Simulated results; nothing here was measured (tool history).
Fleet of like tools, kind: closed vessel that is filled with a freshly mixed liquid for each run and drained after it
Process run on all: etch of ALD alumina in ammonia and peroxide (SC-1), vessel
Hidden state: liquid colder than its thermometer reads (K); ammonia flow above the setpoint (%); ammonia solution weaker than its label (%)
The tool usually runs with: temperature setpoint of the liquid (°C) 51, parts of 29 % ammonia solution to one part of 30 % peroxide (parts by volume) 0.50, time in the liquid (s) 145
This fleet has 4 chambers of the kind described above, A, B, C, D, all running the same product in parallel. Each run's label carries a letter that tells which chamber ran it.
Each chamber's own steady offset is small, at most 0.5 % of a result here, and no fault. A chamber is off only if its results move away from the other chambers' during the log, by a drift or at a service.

run	hour	temperature setpoint of the liquid (°C)	parts of 29 % ammonia solution to one part of 30 % peroxide (parts by volume)	time in the liquid (s)	hours since the thermometer was replaced	hours since the ammonia flow meter was replaced	hours since the drum of ammonia solution was connected	read-back film thickness of the ALD alumina reference wafer, read on the same gauge (nm)	thickness taken off the ALD alumina on a monitor wafer (angstrom)
1B	3.8	51	0.50	145	839.6	1232.0	1145.4	110.01	70.196
# hour 4.9: chamber B: thermometer replaced
2D	7.2	51	0.50	145	31.9	946.7	31.7	109.98	70.087
3C	10.0	51	0.50	145	819.6	884.2	455.7	109.98	69.739
4A	14.0	51	0.50	145	291.1	1459.9	636.3	110.00	70.127
5A	18.5	51	0.35	145	295.6	1464.4	640.8	110.03	68.026
6C	22.7	51	0.35	145	832.3	896.9	468.4	110.01	68.073
7D	25.7	51	0.35	145	50.4	965.2	50.2	110.01	67.357
8B	28.2	51	0.35	145	23.3	1256.4	1169.8	110.00	68.417
9A	32.1	51	0.50	145	309.2	1478.0	654.4	110.00	70.569
10D	34.1	51	0.50	145	58.8	973.6	58.6	109.98	69.858
11B	38.0	51	0.30	100	33.1	1266.2	1179.6	110.01	46.665
12C	41.0	51	0.30	100	850.6	915.2	486.7	110.00	44.381
13A	43.6	51	0.30	100	320.7	1489.5	665.9	110.02	46.105
14B	47.7	51	0.30	100	42.8	1275.9	1189.3	110.01	46.556
15D	52.1	51	0.50	145	76.8	991.6	76.6	109.96	70.144
16C	55.2	51	0.50	145	864.8	929.4	500.9	110.00	66.588
17D	57.4	51	0.50	145	82.1	996.9	81.9	110.02	69.326
18C	60.5	51	0.50	145	870.1	934.7	506.2	110.00	66.149
19B	63.1	51	0.50	145	58.2	1291.3	1204.7	110.02	71.134
20A	67.6	51	0.50	145	344.7	1513.5	689.9	110.01	69.808
21A	70.0	51	0.50	145	347.1	1515.9	692.3	110.03	69.650
22B	74.1	51	0.50	145	69.2	1302.3	1215.7	109.98	70.749
23C	77.4	51	0.50	145	887.0	951.6	523.1	109.99	64.112
24D	81.0	51	0.50	145	105.7	1020.5	105.5	110.00	70.237
25C	85.1	51	0.50	225	894.7	959.3	530.8	109.99	98.111

All chambers now run identical settings, listed one chamber a line with results as question marks. What results will each chamber show?
26A	88.3	51	0.25	145					?
26B	88.3	51	0.25	145					?
26C	88.3	51	0.25	145					?
26D	88.3	51	0.25	145					?

run	thickness taken off the ALD alumina on a monitor wafer (angstrom)
26A	66.129
26B	65.800
26C	59.630
26D	66.936
